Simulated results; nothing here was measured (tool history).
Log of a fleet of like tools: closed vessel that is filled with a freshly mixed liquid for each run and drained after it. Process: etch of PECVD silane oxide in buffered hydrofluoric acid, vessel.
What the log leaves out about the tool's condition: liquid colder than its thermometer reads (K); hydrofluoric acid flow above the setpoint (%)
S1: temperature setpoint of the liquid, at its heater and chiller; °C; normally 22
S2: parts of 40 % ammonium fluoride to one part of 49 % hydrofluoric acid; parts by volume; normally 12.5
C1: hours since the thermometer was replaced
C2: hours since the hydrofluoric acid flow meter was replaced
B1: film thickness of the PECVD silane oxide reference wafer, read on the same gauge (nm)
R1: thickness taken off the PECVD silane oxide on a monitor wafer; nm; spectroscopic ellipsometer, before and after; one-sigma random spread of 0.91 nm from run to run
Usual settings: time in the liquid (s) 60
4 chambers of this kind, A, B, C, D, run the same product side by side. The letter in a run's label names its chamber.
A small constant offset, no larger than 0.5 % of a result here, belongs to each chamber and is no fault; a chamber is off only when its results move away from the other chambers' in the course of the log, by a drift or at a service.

{"run": "1C", "day": 0.133, "S1": 22, "S2": 12.5, "time in the liquid (s)": 60, "C1": 1526.4, "C2": 553.9, "B1": 140, "R1": 99.067}
{"run": "2B", "day": 0.333, "S1": 22, "S2": 12.5, "time in the liquid (s)": 60, "C1": 144, "C2": 151.3, "B1": 140.08, "R1": 100.57}
{"run": "3D", "day": 0.538, "S1": 22, "S2": 12.5, "time in the liquid (s)": 60, "C1": 1104.7, "C2": 43.3, "B1": 140.01, "R1": 99.074}
{"run": "4A", "day": 0.733, "S1": 22, "S2": 12.5, "time in the liquid (s)": 60, "C1": 868.5, "C2": 1059.3, "B1": 140.05, "R1": 97.041}
{"run": "5C", "day": 0.888, "S1": 22, "S2": 12.5, "time in the liquid (s)": 60, "C1": 1544.5, "C2": 572, "B1": 139.97, "R1": 99.564}
{"run": "6D", "day": 1.054, "S1": 24, "S2": 12.5, "time in the liquid (s)": 60, "C1": 1117.1, "C2": 55.7, "B1": 139.97, "R1": 109.32}
{"run": "7B", "day": 1.283, "S1": 24, "S2": 12.5, "time in the liquid (s)": 60, "C1": 166.8, "C2": 174.1, "B1": 139.95, "R1": 111.97}
{"run": "8A", "day": 1.504, "S1": 24, "S2": 12.5, "time in the liquid (s)": 60, "C1": 887, "C2": 1077.8, "B1": 140.04, "R1": 110}
{"run": "9B", "day": 1.688, "S1": 24, "S2": 12.5, "time in the liquid (s)": 60, "C1": 176.5, "C2": 183.8, "B1": 140.04, "R1": 112.01}
{"run": "10D", "day": 1.904, "S1": 22, "S2": 15, "time in the liquid (s)": 60, "C1": 1137.5, "C2": 76.1, "B1": 140.06, "R1": 82.9}
{"run": "11A", "day": 2.088, "S1": 22, "S2": 15, "time in the liquid (s)": 60, "C1": 901, "C2": 1091.8, "B1": 140.03, "R1": 83.456}
{"run": "12C", "day": 2.238, "S1": 22, "S2": 15, "time in the liquid (s)": 60, "C1": 1576.9, "C2": 604.4, "B1": 140.07, "R1": 82.171}
{"run": "13A", "day": 2.458, "S1": 22, "S2": 15, "time in the liquid (s)": 60, "C1": 909.9, "C2": 1100.7, "B1": 139.99, "R1": 81.8}
{"run": "14B", "day": 2.583, "S1": 22, "S2": 12.5, "time in the liquid (s)": 60, "C1": 198, "C2": 205.3, "B1": 140, "R1": 100.51}
{"run": "15D", "day": 2.738, "S1": 22, "S2": 12.5, "time in the liquid (s)": 60, "C1": 1157.5, "C2": 96.1, "B1": 140.04, "R1": 99.625}
{"run": "16C", "day": 2.912, "S1": 22, "S2": 12.5, "time in the liquid (s)": 60, "C1": 1593.1, "C2": 620.6, "B1": 140.03, "R1": 101.84}
{"run": "17B", "day": 3.067, "S1": 22, "S2": 12.5, "time in the liquid (s)": 60, "C1": 209.6, "C2": 216.9, "B1": 140.02, "R1": 98.309}
{"run": "18A", "day": 3.212, "S1": 22, "S2": 12.5, "time in the liquid (s)": 35, "C1": 928, "C2": 1118.8, "B1": 139.98, "R1": 57.419}
{"run": "19D", "day": 3.358, "S1": 22, "S2": 12.5, "time in the liquid (s)": 35, "C1": 1172.4, "C2": 111, "B1": 139.96, "R1": 57.527}
{"run": "20C", "day": 3.542, "S1": 22, "S2": 12.5, "time in the liquid (s)": 35, "C1": 1608.2, "C2": 635.7, "B1": 140.04, "R1": 60.023}
{"run": "21D", "day": 3.675, "S1": 22, "S2": 12.5, "time in the liquid (s)": 35, "C1": 1180, "C2": 118.6, "B1": 139.97, "R1": 57.462}
{"day": 3.721, "done": "chamber A: hydrofluoric acid flow meter replaced"}
{"run": "22A", "day": 3.804, "S1": 22, "S2": 12.5, "time in the liquid (s)": 60, "C1": 942.2, "C2": 2, "B1": 139.97, "R1": 99.185}
{"run": "23C", "day": 3.954, "S1": 22, "S2": 12.5, "time in the liquid (s)": 60, "C1": 1618.1, "C2": 645.6, "B1": 140.04, "R1": 103.94}
{"run": "24B", "day": 4.158, "S1": 22, "S2": 12.5, "time in the liquid (s)": 60, "C1": 235.8, "C2": 243.1, "B1": 140.02, "R1": 100.35}
{"run": "25D", "day": 4.333, "S1": 22, "S2": 12.5, "time in the liquid (s)": 60, "C1": 1195.8, "C2": 134.4, "B1": 139.97, "R1": 97.914}
{"run": "26C", "day": 4.517, "S1": 22, "S2": 12.5, "time in the liquid (s)": 60, "C1": 1631.6, "C2": 659.1, "B1": 140.04, "R1": 104.65}
{"run": "27B", "day": 4.654, "S1": 22, "S2": 12.5, "time in the liquid (s)": 60, "C1": 247.7, "C2": 255, "B1": 140.04, "R1": 100.41}
{"run": "28A", "day": 4.883, "S1": 22, "S2": 12.5, "time in the liquid (s)": 60, "C1": 968.1, "C2": 27.9, "B1": 139.97, "R1": 98.284}
{"run": "29A", "day": 5.096, "S1": 22, "S2": 12.5, "time in the liquid (s)": 60, "C1": 973.2, "C2": 33, "B1": 139.98, "R1": 98.83}

Predict what each chamber gives when all 4 of them run the settings below next.
{"run": "30A", "day": 5.258, "S1": 22, "S2": 12.5, "time in the liquid (s)": 60, "R1": "?"}
{"run": "30B", "day": 5.258, "S1": 22, "S2": 12.5, "time in the liquid (s)": 60, "R1": "?"}
{"run": "30C", "day": 5.258, "S1": 22, "S2": 12.5, "time in the liquid (s)": 60, "R1": "?"}
{"run": "30D", "day": 5.258, "S1": 22, "S2": 12.5, "time in the liquid (s)": 60, "R1": "?"}

run=30A R1=98.346
run=30B R1=101.53
run=30C R1=104.39
run=30D R1=98.48
